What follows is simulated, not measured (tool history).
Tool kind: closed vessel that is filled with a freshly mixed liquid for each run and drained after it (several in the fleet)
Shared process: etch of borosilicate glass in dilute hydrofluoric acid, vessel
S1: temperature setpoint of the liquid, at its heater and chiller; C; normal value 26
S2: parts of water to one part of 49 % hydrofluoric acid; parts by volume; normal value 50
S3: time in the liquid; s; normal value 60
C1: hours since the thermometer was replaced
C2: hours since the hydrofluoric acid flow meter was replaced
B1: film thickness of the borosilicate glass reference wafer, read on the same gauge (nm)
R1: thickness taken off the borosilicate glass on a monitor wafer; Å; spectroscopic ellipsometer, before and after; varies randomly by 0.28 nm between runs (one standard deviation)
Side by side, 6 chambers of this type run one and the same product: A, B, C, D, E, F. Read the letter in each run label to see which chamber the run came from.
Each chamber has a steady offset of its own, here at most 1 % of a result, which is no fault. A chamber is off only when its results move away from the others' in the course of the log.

run   hour    S1  S2  S3      C1      C2      B1      R1
 1D    9.1    26  50  60  1545.1   510.8     110  572.02
 2F   14.8    26  50  60   375.2   705.4  110.01  566.83
 3E     22    26  50  60    65.9   786.3  109.99  574.43
 4C   32.4    26  50  60  1445.1   323.2  109.98   566.9
 5A   41.4    26  50  60   727.2     367     110  569.87
 6B   50.5    26  50  60   302.1   610.9  110.04  571.18
 7C   58.1    26  50  60  1470.8   348.9  109.97  565.15
 8A   63.6    26  50  60   749.4   389.2  110.04  571.09
 9F   68.3    26  50  60   428.7   758.9  109.97  564.46
10B   73.3    26  50  60   324.9   633.7  110.02  572.01
11D   82.3    26  50  60  1618.3     584     110  568.09
12E   89.6    26  50  60   133.5   853.9  110.01  574.48
13B   94.7    26  50  60   346.3   655.1     110  575.54
14C  103.8    26  50  60  1516.5   394.6  109.96  566.81
15D    113    26  50  60    1649   614.7  110.03  576.09
16F  120.9  21.5  50  85   481.3   811.5  110.05  668.99
17A  129.1  21.5  50  85   814.9   454.7     110  671.17
18E  137.3  21.5  50  85   181.2   901.6  110.01  674.13
19C  144.6  21.5  50  85  1557.3   435.4  109.98  666.91
20B  152.5  21.5  50  85   404.1   712.9  110.04  668.45
21D  158.1  21.5  50  85  1694.1   659.8     110  674.23
22F  167.1    26  50  60   527.5   857.7  109.99  567.47
23A  175.5    26  50  60   861.3   501.1  110.01  574.73
24E  181.6    26  50  60   225.5   945.9  109.97  572.65
25A  188.6    26  50  60   874.4   514.2  110.01  576.56
26D  193.6    26  50  60  1729.6   695.3  110.04  573.65
27F  203.5    26  50  60   563.9   894.1  109.98  570.24
28C  208.3  27.5  50  35    1621   499.1     110  354.04
29B    213  27.5  50  35   464.6   773.4  110.04  357.48
30E  223.1  27.5  50  35     267   987.4     110  354.64
31A  230.8  27.5  50  35   916.6   556.4  110.01  355.63
32B  235.5  27.5  50  35   487.1   795.9  110.02  353.82
33F    245  27.5  50  35   605.4   935.6  109.98  353.22
34D  254.5    26  50  60  1790.5   756.2  109.97  576.19
35E  262.3    26  50  60   306.2  1026.6  110.02  571.45
36C  269.4    26  50  60  1682.1   560.2  109.99  569.63
     277.4  -- chamber B: thermometer replaced
37A  277.4  23.5  75  60   963.2     603  109.99  336.26
38B  283.6  23.5  75  60     6.2     844  110.02  332.27
     286.8  -- chamber F: hydrofluoric acid flow meter replaced
39D  291.6  23.5  75  60  1827.6   793.3  110.03  333.61
40C  300.4  23.5  75  60  1713.1   591.2     110   328.5
41E  306.9  23.5  75  60   350.8  1071.2  110.03  334.06
42F  316.2  23.5  75  60   676.6    29.5     110  332.63
43D  322.8  29.5  50  60  1858.8   824.5  109.98   664.6
44A    331  29.5  50  60  1016.8   656.6  109.97  660.82

Next, every chamber runs the same settings. What will each give?
45A  338.4  26  60  60               ?
45B  338.4  26  60  60               ?
45C  338.4  26  60  60               ?
45D  338.4  26  60  60               ?
45E  338.4  26  60  60               ?
45F  338.4  26  60  60               ?

run      R1
45A  470.86
45B  466.94
45C  466.07
45D  467.58
45E  469.75
45F  468.19
